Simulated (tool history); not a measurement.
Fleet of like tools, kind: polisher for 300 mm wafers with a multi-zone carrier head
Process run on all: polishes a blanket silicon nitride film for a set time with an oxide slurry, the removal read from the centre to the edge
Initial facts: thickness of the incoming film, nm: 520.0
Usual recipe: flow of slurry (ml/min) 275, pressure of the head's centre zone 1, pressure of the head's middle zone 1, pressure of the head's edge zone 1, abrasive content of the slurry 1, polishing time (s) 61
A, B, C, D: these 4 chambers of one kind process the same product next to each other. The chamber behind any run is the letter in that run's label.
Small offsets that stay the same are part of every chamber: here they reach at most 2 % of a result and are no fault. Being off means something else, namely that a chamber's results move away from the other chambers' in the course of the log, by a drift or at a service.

run,hour,flow of slurry (ml/min),pressure of the head's centre zone,pressure of the head's middle zone,pressure of the head's edge zone,abrasive content of the slurry,polishing time (s),film removed at the wafer's centre (angstrom),film removed at mid-radius (angstrom),film removed at the wafer's edge (angstrom)
1B,8.2,275,1,1,1,1,61,372.46,375,370.02
# hour 11.9: chamber A: worn pad replaced by a new one
# hour 12.4: chamber D: worn pad replaced by a new one
2D,14.2,275,1,1,1,1,61,372.02,372.71,368.56
# hour 18.4: chamber C: worn pad replaced by a new one
3C,20.7,275,1,1,1,1,61,364.57,374.85,374.11
4A,27.3,275,1,1,1,1,61,370.8,372.06,369.82
5C,36.8,275,1,1,1,1,61,369.06,370.85,378.54
6B,46.4,275,1,1,1,1,61,366.67,375.62,369.28
7D,52.7,275,1,1,1,1,61,375.82,373.12,373.84
# hour 59.4: chamber D: worn pad replaced by a new one
8A,62.2,275,1,1,0.91,1,61,373.85,371.08,350.62
# hour 64.1: chamber B: worn pad replaced by a new one
# hour 64.7: chamber C: worn pad replaced by a new one
9D,68.7,275,1,1,0.91,1,61,374.84,373.44,357.08
10A,76.6,275,1,1,0.91,1,61,377.79,370.45,351.87
# hour 82.6: chamber A: slurry nozzle cleaned
11B,83.7,275,1,1,0.91,1,61,369.67,374.11,350.07
# hour 85.2: chamber A: worn pad replaced by a new one
12C,93.2,275,1,1,1,1,61,369.15,371.08,375.09
# hour 93.6: chamber C: slurry nozzle cleaned
# hour 97.7: chamber D: slurry nozzle cleaned
# hour 98.9: chamber A: centre zone pressure recalibrated
13B,103.3,275,1,1,1,1,61,370.57,377.98,367.38
# hour 106.9: chamber D: worn pad replaced by a new one
14C,108.5,275,1,1,1,1,61,366.41,367.3,375.96
# hour 114.7: chamber C: worn pad replaced by a new one
15D,118.2,275,1,1,1,1,61,372.43,372.72,369.45
16A,124.6,275,1,1,1,1,61,326.57,373.67,369.87
17A,135.6,275,1,1,1,1,61,332.88,371.44,367.71
18C,143.9,355,1,1,1,0.7,61,314.16,320.31,323.64
19D,155,355,1,1,1,0.7,61,315.83,321.64,319.23
# hour 155.4: chamber D: worn pad replaced by a new one
# hour 159.1: chamber A: worn pad replaced by a new one
# hour 162: chamber B: worn pad replaced by a new one
20B,165.6,355,1,1,1,0.7,61,316.32,320.97,307.02
# hour 168.6: chamber C: worn pad replaced by a new one
21C,170.7,355,1,1,1,0.7,61,316.73,317.5,323.4
22B,178.9,275,1,1,1,1,61,369.64,371.49,364.31
23D,184.6,275,1,1,1,1,61,375.8,377.08,367.01
24A,193.4,275,1,1,1,1,61,330.29,372.82,366.99
25B,201.4,275,1,1,1,1,61,373.66,372.1,365.24
26C,209.8,275,1,1,1,1,61,371.23,373.45,375.28

All 4 chambers run these settings next. Forecast each chamber's results:
27A,217.8,275,0.93,1,1,1,61,?,?,?
27B,217.8,275,0.93,1,1,1,61,?,?,?
27C,217.8,275,0.93,1,1,1,61,?,?,?
27D,217.8,275,0.93,1,1,1,61,?,?,?

run,film removed at the wafer's centre (angstrom),film removed at mid-radius (angstrom),film removed at the wafer's edge (angstrom)
27A,305.97,371.33,373.45
27B,341.5,375.55,364.21
27C,336.27,374.87,374.78
27D,341.13,376.59,374.26
